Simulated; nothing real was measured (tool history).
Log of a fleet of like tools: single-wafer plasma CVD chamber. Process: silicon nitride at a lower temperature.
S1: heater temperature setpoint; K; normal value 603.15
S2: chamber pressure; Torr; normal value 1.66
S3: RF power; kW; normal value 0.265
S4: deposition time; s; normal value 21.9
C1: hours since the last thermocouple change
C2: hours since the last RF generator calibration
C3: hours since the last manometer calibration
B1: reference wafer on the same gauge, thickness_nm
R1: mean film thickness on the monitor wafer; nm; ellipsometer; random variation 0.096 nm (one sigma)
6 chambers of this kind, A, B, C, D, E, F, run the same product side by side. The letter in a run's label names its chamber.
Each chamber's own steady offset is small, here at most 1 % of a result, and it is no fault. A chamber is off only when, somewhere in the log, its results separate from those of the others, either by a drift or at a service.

| run | day | S1 | S2 | S3 | S4 | C1 | C2 | C3 | B1 | R1 |
|---|---|---|---|---|---|---|---|---|---|---|
| 1B | 0.233 | 603.15 | 1.66 | 0.265 | 21.9 | 1647 | 1946.6 | 380.6 | 24.6 | 23.934 |
| 2A | 0.488 | 603.15 | 1.66 | 0.265 | 21.9 | 1729.5 | 122.7 | 749.3 | 24.604 | 24.272 |
| 3D | 0.75 | 603.15 | 1.66 | 0.265 | 21.9 | 207.7 | 1253.1 | 2201 | 24.595 | 24.197 |
|  | 0.808 | chamber F: capacitance manometer re-zeroed and calibrated |
| 4F | 1.133 | 603.15 | 1.66 | 0.265 | 21.9 | 82.5 | 698.8 | 7.9 | 24.595 | 24.006 |
| 5C | 1.383 | 603.15 | 1.66 | 0.265 | 21.9 | 633.3 | 998 | 2170.3 | 24.621 | 24.146 |
| 6E | 1.65 | 603.15 | 1.26 | 0.31 | 21.9 | 653.5 | 1983.8 | 177.8 | 24.588 | 24.888 |
| 7A | 2.008 | 603.15 | 1.26 | 0.31 | 21.9 | 1766 | 159.2 | 785.8 | 24.639 | 24.998 |
| 8B | 2.375 | 603.15 | 1.26 | 0.31 | 21.9 | 1698.4 | 1998 | 432 | 24.588 | 24.427 |
| 9F | 2.658 | 603.15 | 1.26 | 0.31 | 21.9 | 119.1 | 735.4 | 44.5 | 24.603 | 24.729 |
| 10E | 3.079 | 603.15 | 1.26 | 0.31 | 21.9 | 687.8 | 2018.1 | 212.1 | 24.608 | 24.899 |
| 11C | 3.488 | 603.15 | 1.26 | 0.31 | 21.9 | 683.8 | 1048.5 | 2220.8 | 24.607 | 24.841 |
| 12D | 3.796 | 603.15 | 1.66 | 0.265 | 21.9 | 280.8 | 1326.2 | 2274.1 | 24.61 | 24.216 |
| 13D | 4.038 | 603.15 | 1.66 | 0.265 | 21.9 | 286.6 | 1332 | 2279.9 | 24.622 | 24.344 |
| 14F | 4.283 | 603.15 | 1.66 | 0.265 | 21.9 | 158.1 | 774.4 | 83.5 | 24.584 | 23.863 |
| 15B | 4.608 | 603.15 | 1.66 | 0.265 | 21.9 | 1752 | 2051.6 | 485.6 | 24.606 | 24.066 |
| 16E | 4.896 | 603.15 | 1.66 | 0.265 | 21.9 | 731.4 | 2061.7 | 255.7 | 24.609 | 24.256 |
| 17A | 5.171 | 603.15 | 1.66 | 0.22 | 18.7 | 1841.9 | 235.1 | 861.7 | 24.588 | 18.129 |
| 18C | 5.554 | 603.15 | 1.66 | 0.22 | 18.7 | 733.4 | 1098.1 | 2270.4 | 24.579 | 18.096 |
| 19B | 5.821 | 603.15 | 1.66 | 0.22 | 18.7 | 1781.1 | 2080.7 | 514.7 | 24.612 | 17.981 |
| 20F | 6.112 | 603.15 | 1.66 | 0.22 | 18.7 | 202 | 818.3 | 127.4 | 24.612 | 18.02 |
| 21E | 6.375 | 603.15 | 1.66 | 0.22 | 18.7 | 766.9 | 2097.2 | 291.2 | 24.574 | 18.075 |
| 22A | 6.679 | 603.15 | 1.66 | 0.22 | 18.7 | 1878.1 | 271.3 | 897.9 | 24.578 | 18.163 |
| 23D | 6.862 | 603.15 | 1.66 | 0.265 | 21.9 | 354.4 | 1399.8 | 2347.7 | 24.614 | 24.23 |
| 24C | 7.188 | 603.15 | 1.66 | 0.265 | 21.9 | 772.6 | 1137.3 | 2309.6 | 24.591 | 24.039 |
| 25B | 7.542 | 603.15 | 1.66 | 0.265 | 21.9 | 1822.4 | 2122 | 556 | 24.588 | 24.014 |
| 26D | 7.879 | 603.15 | 1.66 | 0.225 | 21.9 | 378.8 | 1424.2 | 2372.1 | 24.595 | 21.384 |
| 27E | 8.229 | 603.15 | 1.66 | 0.225 | 21.9 | 811.4 | 2141.7 | 335.7 | 24.62 | 21.397 |
|  | 8.246 | chamber E: RF generator calibrated |
| 28C | 8.629 | 603.15 | 1.66 | 0.225 | 21.9 | 807.2 | 1171.9 | 2344.2 | 24.596 | 21.353 |
|  | 8.642 | chamber B: thermocouple changed; heater temperature recalibrated |
| 29A | 9.05 | 603.15 | 1.66 | 0.225 | 21.9 | 1935 | 328.2 | 954.8 | 24.619 | 21.678 |
| 30F | 9.471 | 603.15 | 1.66 | 0.225 | 21.9 | 282.6 | 898.9 | 208 | 24.603 | 21.174 |
| 31D | 9.829 | 603.15 | 1.66 | 0.225 | 21.9 | 425.6 | 1471 | 2418.9 | 24.574 | 21.595 |
| 32A | 10.125 | 603.15 | 1.66 | 0.265 | 21.9 | 1960.8 | 354 | 980.6 | 24.583 | 24.406 |
| 33B | 10.325 | 603.15 | 1.66 | 0.265 | 21.9 | 40.5 | 2188.8 | 622.8 | 24.605 | 24.035 |
| 34F | 10.617 | 603.15 | 1.66 | 0.265 | 21.9 | 310.1 | 926.4 | 235.5 | 24.589 | 23.935 |
| 35C | 10.846 | 603.15 | 1.66 | 0.265 | 21.9 | 860.4 | 1225.1 | 2397.4 | 24.626 | 23.686 |
| 36E | 11.125 | 609.15 | 1.41 | 0.265 | 21.9 | 880.9 | 69.2 | 405.2 | 24.629 | 23.022 |
| 37D | 11.438 | 609.15 | 1.41 | 0.265 | 21.9 | 464.2 | 1509.6 | 2457.5 | 24.602 | 23.296 |
| 38B | 11.729 | 609.15 | 1.41 | 0.265 | 21.9 | 74.2 | 2222.5 | 656.5 | 24.58 | 22.92 |
| 39A | 12.075 | 609.15 | 1.41 | 0.265 | 21.9 | 2007.6 | 400.8 | 1027.4 | 24.58 | 22.968 |
| 40F | 12.408 | 609.15 | 1.41 | 0.265 | 21.9 | 353.1 | 969.4 | 278.5 | 24.609 | 22.854 |
| 41C | 12.596 | 609.15 | 1.41 | 0.265 | 21.9 | 902.4 | 1267.1 | 2439.4 | 24.601 | 22.368 |
| 42E | 12.946 | 603.15 | 1.66 | 0.265 | 21.9 | 924.6 | 112.9 | 448.9 | 24.598 | 24.161 |

What goes on in this fleet: one chamber off, a drifting gauge, or nothing beyond the chambers' own small offsets? Name the chamber and the cause, if any.

Little by little, chamber C moves away from the other chambers.
Most likely cause: delivered RF power below the setpoint (%) = 3.29.
The log may not tell that from: true pressure below the setpoint (%).

Below are 4 candidate recipes for chamber C's next run, each the usual settings with a change, their results shown as question marks. Which of them brings C's results back in line with what the other chambers give on the usual settings?
Maximum distance from the other chambers' mean on the usual settings for a result to count as in line: R1 0.34 nm
| 43C-1 | 13.25 | 603.15 | 1.68 | 0.265 | 22.4 |  |  |  |  | ? |
| 43C-2 | 13.25 | 603.15 | 1.66 | 0.245 | 21.9 |  |  |  |  | ? |
| 43C-3 | 13.25 | 603.15 | 1.66 | 0.285 | 21.9 |  |  |  |  | ? |
| 43C-4 | 13.25 | 603.15 | 1.65 | 0.26 | 21.6 |  |  |  |  | ? |

Average result of the remaining chambers running the usual settings: R1 24.15 nm
| run | R1 |
|---|---|
| 43C-1 | 24.188 |
| 43C-2 | 22.323 |
| 43C-3 | 24.786 |
| 43C-4 | 22.906 |
43C-1 puts the chamber back in line with the other chambers.

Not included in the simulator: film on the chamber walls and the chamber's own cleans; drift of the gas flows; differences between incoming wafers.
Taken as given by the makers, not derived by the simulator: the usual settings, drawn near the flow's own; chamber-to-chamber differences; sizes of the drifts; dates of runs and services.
